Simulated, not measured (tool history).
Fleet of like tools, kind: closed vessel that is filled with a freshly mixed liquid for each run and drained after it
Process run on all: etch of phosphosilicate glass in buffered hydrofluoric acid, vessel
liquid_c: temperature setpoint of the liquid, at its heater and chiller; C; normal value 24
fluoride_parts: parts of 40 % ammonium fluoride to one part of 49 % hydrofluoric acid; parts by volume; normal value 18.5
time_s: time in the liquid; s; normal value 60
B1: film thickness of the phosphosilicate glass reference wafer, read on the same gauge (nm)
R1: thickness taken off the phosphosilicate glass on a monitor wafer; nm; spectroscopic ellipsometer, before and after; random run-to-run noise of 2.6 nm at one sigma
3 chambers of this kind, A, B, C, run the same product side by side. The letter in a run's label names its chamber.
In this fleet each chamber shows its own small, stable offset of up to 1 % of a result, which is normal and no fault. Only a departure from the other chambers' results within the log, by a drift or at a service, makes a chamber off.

{"run": "1B", "hour": 9.0, "liquid_c": 24, "fluoride_parts": 18.5, "time_s": 60, "B1": 49.994, "R1": 332.2}
{"run": "2A", "hour": 17.0, "liquid_c": 24, "fluoride_parts": 18.5, "time_s": 60, "B1": 49.999, "R1": 331.86}
{"run": "3C", "hour": 25.7, "liquid_c": 24, "fluoride_parts": 18.5, "time_s": 60, "B1": 50.007, "R1": 330.07}
{"run": "4C", "hour": 36.6, "liquid_c": 24, "fluoride_parts": 18.5, "time_s": 60, "B1": 49.989, "R1": 329.67}
{"run": "5B", "hour": 46.8, "liquid_c": 24, "fluoride_parts": 18.5, "time_s": 60, "B1": 50.012, "R1": 331.48}
{"run": "6A", "hour": 55.5, "liquid_c": 24, "fluoride_parts": 18.5, "time_s": 60, "B1": 50.001, "R1": 328.59}
{"run": "7C", "hour": 62.5, "liquid_c": 24, "fluoride_parts": 18.5, "time_s": 60, "B1": 49.994, "R1": 336.78}
{"run": "8A", "hour": 73.6, "liquid_c": 24, "fluoride_parts": 18.5, "time_s": 60, "B1": 49.997, "R1": 330.11}
{"run": "9B", "hour": 79.1, "liquid_c": 24, "fluoride_parts": 18.5, "time_s": 60, "B1": 50.015, "R1": 329.91}
{"run": "10B", "hour": 90.0, "liquid_c": 24, "fluoride_parts": 18.5, "time_s": 60, "B1": 49.992, "R1": 330.25}
{"run": "11C", "hour": 100.3, "liquid_c": 24, "fluoride_parts": 18.5, "time_s": 60, "B1": 49.995, "R1": 335.15}
{"run": "12A", "hour": 105.5, "liquid_c": 24, "fluoride_parts": 22.5, "time_s": 60, "B1": 50.007, "R1": 283.69}
{"run": "13A", "hour": 112.9, "liquid_c": 24, "fluoride_parts": 22.5, "time_s": 60, "B1": 50.013, "R1": 280.86}
{"run": "14C", "hour": 118.4, "liquid_c": 24, "fluoride_parts": 22.5, "time_s": 60, "B1": 50.009, "R1": 288.41}
{"run": "15B", "hour": 127.9, "liquid_c": 24, "fluoride_parts": 18.5, "time_s": 60, "B1": 49.99, "R1": 329.51}
{"run": "16C", "hour": 136.6, "liquid_c": 24, "fluoride_parts": 18.5, "time_s": 60, "B1": 50.015, "R1": 342.09}
{"run": "17B", "hour": 148.1, "liquid_c": 24, "fluoride_parts": 18.5, "time_s": 60, "B1": 50.009, "R1": 331.8}
{"run": "18A", "hour": 157.4, "liquid_c": 24, "fluoride_parts": 18.5, "time_s": 60, "B1": 49.996, "R1": 328.08}
{"run": "19C", "hour": 164.5, "liquid_c": 24, "fluoride_parts": 18.5, "time_s": 60, "B1": 49.996, "R1": 343.07}
{"run": "20A", "hour": 169.8, "liquid_c": 21.5, "fluoride_parts": 18.5, "time_s": 60, "B1": 49.998, "R1": 287.87}
{"run": "21B", "hour": 180.9, "liquid_c": 21.5, "fluoride_parts": 18.5, "time_s": 60, "B1": 49.992, "R1": 285.73}
{"run": "22C", "hour": 189.5, "liquid_c": 21.5, "fluoride_parts": 18.5, "time_s": 60, "B1": 50.002, "R1": 300.2}
{"run": "23B", "hour": 196.7, "liquid_c": 24, "fluoride_parts": 18.5, "time_s": 60, "B1": 49.996, "R1": 329.93}
{"run": "24A", "hour": 203.9, "liquid_c": 24, "fluoride_parts": 18.5, "time_s": 60, "B1": 49.996, "R1": 329.35}
{"run": "25A", "hour": 215.2, "liquid_c": 24, "fluoride_parts": 18.5, "time_s": 60, "B1": 50.019, "R1": 332.28}
{"run": "26B", "hour": 224.7, "liquid_c": 24, "fluoride_parts": 18.5, "time_s": 60, "B1": 49.999, "R1": 330.05}
{"run": "27C", "hour": 231.8, "liquid_c": 24, "fluoride_parts": 18.5, "time_s": 60, "B1": 50.009, "R1": 348.23}
{"run": "28B", "hour": 241.0, "liquid_c": 24, "fluoride_parts": 18.5, "time_s": 85, "B1": 50.012, "R1": 460.17}
{"run": "29A", "hour": 246.7, "liquid_c": 24, "fluoride_parts": 18.5, "time_s": 85, "B1": 50.002, "R1": 465.33}
{"run": "30C", "hour": 255.5, "liquid_c": 24, "fluoride_parts": 18.5, "time_s": 85, "B1": 50.001, "R1": 493.85}
{"run": "31A", "hour": 265.8, "liquid_c": 24, "fluoride_parts": 18.5, "time_s": 60, "B1": 49.984, "R1": 327.22}
{"hour": 268.8, "done": "chamber B: hydrofluoric acid flow meter replaced"}
{"run": "32B", "hour": 272.5, "liquid_c": 24, "fluoride_parts": 18.5, "time_s": 60, "B1": 50.033, "R1": 331.77}
{"run": "33C", "hour": 278.9, "liquid_c": 24, "fluoride_parts": 18.5, "time_s": 60, "B1": 50.012, "R1": 350.21}

One chamber off, gauge drift, or nothing amiss beyond the chambers' own small offsets? If it is a chamber, which one, and what is the likeliest cause?

One chamber, C, drifts off from the rest bit by bit.
Cause: liquid hotter than its thermometer reads (K) = 1.17.
With only this log, it may be confused with: hydrofluoric acid flow above the setpoint (%).

Here are 4 candidates for chamber C's next run, each the usual settings with a change, their results left as question marks. Which one brings its results back in line with what the others give on the usual settings?
Counts as in line when no further than this from what the other chambers average on the usual settings: R1 9.1 nm
{"run": "34C-1", "hour": 287.3, "liquid_c": 23.5, "fluoride_parts": 18.5, "time_s": 60, "R1": "?"}
{"run": "34C-2", "hour": 287.3, "liquid_c": 24, "fluoride_parts": 17.5, "time_s": 60, "R1": "?"}
{"run": "34C-3", "hour": 287.3, "liquid_c": 24, "fluoride_parts": 18, "time_s": 60, "R1": "?"}
{"run": "34C-4", "hour": 287.3, "liquid_c": 24, "fluoride_parts": 20, "time_s": 60, "R1": "?"}

What the other chambers average on the usual settings: R1 329.38 nm
run=34C-1 R1=343.23
run=34C-2 R1=372.61
run=34C-3 R1=362.28
run=34C-4 R1=326.49
With 34C-4, the chamber falls back in line with the rest.
